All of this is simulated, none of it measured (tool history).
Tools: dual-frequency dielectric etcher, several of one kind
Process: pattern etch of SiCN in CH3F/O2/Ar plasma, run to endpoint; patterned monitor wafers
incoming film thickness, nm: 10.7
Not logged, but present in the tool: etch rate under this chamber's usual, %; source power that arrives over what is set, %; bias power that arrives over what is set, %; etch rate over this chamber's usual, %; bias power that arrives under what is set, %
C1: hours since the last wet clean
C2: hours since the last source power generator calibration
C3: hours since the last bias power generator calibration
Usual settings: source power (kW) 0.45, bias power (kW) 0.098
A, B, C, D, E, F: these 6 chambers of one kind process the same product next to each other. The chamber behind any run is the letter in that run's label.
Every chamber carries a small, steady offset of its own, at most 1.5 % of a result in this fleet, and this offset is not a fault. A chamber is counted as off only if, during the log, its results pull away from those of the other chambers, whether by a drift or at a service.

Run 1F, hour 9.6: usual settings; C1 284.2; C2 2652.5; C3 225.3. Result: endpoint time (s) 24.481.
Run 2E, hour 22.4: usual settings; C1 353.4; C2 3552.7; C3 1851.2. Result: endpoint time (s) 24.193.
Run 3A, hour 32.9: usual settings; C1 520.1; C2 2978.3; C3 979.8. Result: endpoint time (s) 24.338.
Run 4D, hour 39.6: usual settings; C1 131.7; C2 4699.2; C3 896.4. Result: endpoint time (s) 24.217.
Run 5B, hour 50.5: usual settings; C1 140.1; C2 1347; C3 193.4. Result: endpoint time (s) 24.514.
Run 6C, hour 59.1: usual settings; C1 160.1; C2 1513.3; C3 3658.1. Result: endpoint time (s) 24.751.
At hour 65.4: chamber E: wet clean of the chamber.
At hour 67.7: chamber A: wet clean of the chamber.
Run 7A, hour 68.6: usual settings; C1 1; C2 3014; C3 1015.5. Result: endpoint time (s) 24.394.
Run 8D, hour 76.1: usual settings; C1 168.2; C2 4735.7; C3 932.9. Result: endpoint time (s) 24.448.
Run 9B, hour 90.1: usual settings; C1 179.7; C2 1386.6; C3 233. Result: endpoint time (s) 24.376.
Run 10F, hour 103.4: usual settings; C1 378; C2 2746.3; C3 319.1. Result: endpoint time (s) 24.749.
Run 11C, hour 114.4: usual settings; C1 215.4; C2 1568.6; C3 3713.4. Result: endpoint time (s) 24.894.
Run 12E, hour 123.7: usual settings but source power (kW) 0.38, bias power (kW) 0.09; C1 58.4; C2 3654; C3 1952.5. Result: endpoint time (s) 27.016.
Run 13F, hour 136.7: usual settings but source power (kW) 0.38, bias power (kW) 0.09; C1 411.3; C2 2779.6; C3 352.4. Result: endpoint time (s) 26.972.
Run 14B, hour 143.3: usual settings but source power (kW) 0.38, bias power (kW) 0.09; C1 232.9; C2 1439.8; C3 286.2. Result: endpoint time (s) 27.013.
Run 15D, hour 156.1: usual settings but source power (kW) 0.38, bias power (kW) 0.09; C1 248.2; C2 4815.7; C3 1012.9. Result: endpoint time (s) 26.975.
Run 16A, hour 166.5: usual settings but source power (kW) 0.38, bias power (kW) 0.09; C1 98.9; C2 3111.9; C3 1113.4. Result: endpoint time (s) 26.929.
Run 17C, hour 175.3: usual settings but source power (kW) 0.38, bias power (kW) 0.09; C1 276.3; C2 1629.5; C3 3774.3. Result: endpoint time (s) 26.883.
Run 18E, hour 182.8: usual settings; C1 117.5; C2 3713.1; C3 2011.6. Result: endpoint time (s) 24.599.
Run 19F, hour 192.2: usual settings but source power (kW) 0.52, bias power (kW) 0.088; C1 466.8; C2 2835.1; C3 407.9. Result: endpoint time (s) 24.462.
Run 20E, hour 200.9: usual settings but source power (kW) 0.52, bias power (kW) 0.088; C1 135.6; C2 3731.2; C3 2029.7. Result: endpoint time (s) 24.103.
Run 21B, hour 209.8: usual settings but source power (kW) 0.52, bias power (kW) 0.088; C1 299.4; C2 1506.3; C3 352.7. Result: endpoint time (s) 24.336.
Run 22C, hour 222.8: usual settings but source power (kW) 0.52, bias power (kW) 0.088; C1 323.8; C2 1677; C3 3821.8. Result: endpoint time (s) 24.342.
Run 23D, hour 236.2: usual settings but source power (kW) 0.52, bias power (kW) 0.088; C1 328.3; C2 4895.8; C3 1093. Result: endpoint time (s) 23.715.
Run 24A, hour 248.2: usual settings but source power (kW) 0.52, bias power (kW) 0.088; C1 180.6; C2 3193.6; C3 1195.1. Result: endpoint time (s) 23.856.
Run 25E, hour 258.7: usual settings; C1 193.4; C2 3789; C3 2087.5. Result: endpoint time (s) 24.387.
Run 26B, hour 267.8: usual settings; C1 357.4; C2 1564.3; C3 410.7. Result: endpoint time (s) 24.237.
Run 27D, hour 274.5: usual settings; C1 366.6; C2 4934.1; C3 1131.3. Result: endpoint time (s) 24.355.
Run 28A, hour 281.4: usual settings; C1 213.8; C2 3226.8; C3 1228.3. Result: endpoint time (s) 24.664.
Run 29C, hour 293: usual settings; C1 394; C2 1747.2; C3 3892. Result: endpoint time (s) 24.51.
Run 30F, hour 307: usual settings but source power (kW) 0.41; C1 581.6; C2 2949.9; C3 522.7. Result: endpoint time (s) 26.155.
Run 31F, hour 321: usual settings but source power (kW) 0.41; C1 595.6; C2 2963.9; C3 536.7. Result: endpoint time (s) 25.954.
At hour 322.5: chamber C: wet clean of the chamber.
Run 32C, hour 330.8: usual settings but source power (kW) 0.41; C1 8.3; C2 1785; C3 3929.8. Result: endpoint time (s) 25.81.
At hour 334.1: chamber C: bias power generator calibrated.
Run 33A, hour 341.3: usual settings but source power (kW) 0.41; C1 273.7; C2 3286.7; C3 1288.2. Result: endpoint time (s) 25.157.
At hour 351: chamber D: source power generator calibrated.
Run 34B, hour 354.9: usual settings but source power (kW) 0.41; C1 444.5; C2 1651.4; C3 497.8. Result: endpoint time (s) 25.463.
Run 35E, hour 365.5: usual settings but source power (kW) 0.41; C1 300.2; C2 3895.8; C3 2194.3. Result: endpoint time (s) 25.154.
Run 36D, hour 379: usual settings; C1 471.1; C2 28; C3 1235.8. Result: endpoint time (s) 24.292.
Run 37F, hour 388.6: usual settings; C1 663.2; C2 3031.5; C3 604.3. Result: endpoint time (s) 25.403.
Run 38C, hour 398.7: usual settings; C1 76.2; C2 1852.9; C3 64.7. Result: endpoint time (s) 24.356.
Run 39D, hour 406.8: usual settings; C1 498.9; C2 55.8; C3 1263.6. Result: endpoint time (s) 24.329.
Run 40B, hour 418.2: usual settings; C1 507.8; C2 1714.7; C3 561.1. Result: endpoint time (s) 24.576.

Read the log: is a single chamber off, either drifting away or since a service, is the gauge that measures every chamber drifting, or is nothing wrong beyond small per-chamber offsets? Name any odd chamber and what most likely caused it.

It is chamber F that slowly wanders off from its peers.
Likeliest cause: etch rate under this chamber's usual, % = 3.99.

Which of the 4 candidates below, each the usual settings with something changed and its results left as question marks, puts chamber F back in line with what the other chambers give on the usual settings?
In-line tolerance around the mean of the other chambers on the usual settings: endpoint time (s) 0.61
Run 41F-1, hour 428.5: usual settings but source power (kW) 0.56. Result: endpoint time (s) ?.
Run 41F-2, hour 428.5: usual settings but source power (kW) 0.42, bias power (kW) 0.092. Result: endpoint time (s) ?.
Run 41F-3, hour 428.5: usual settings but source power (kW) 0.48, bias power (kW) 0.104. Result: endpoint time (s) ?.
Run 41F-4, hour 428.5: usual settings but source power (kW) 0.36. Result: endpoint time (s) ?.

Mean of the other chambers on the usual settings: endpoint time (s) 24.504
  run  endpoint time (s)
41F-1              23.71
41F-2             26.964
41F-3             24.534
41F-4             27.846
It is 41F-3 that realigns the chamber with its peers.
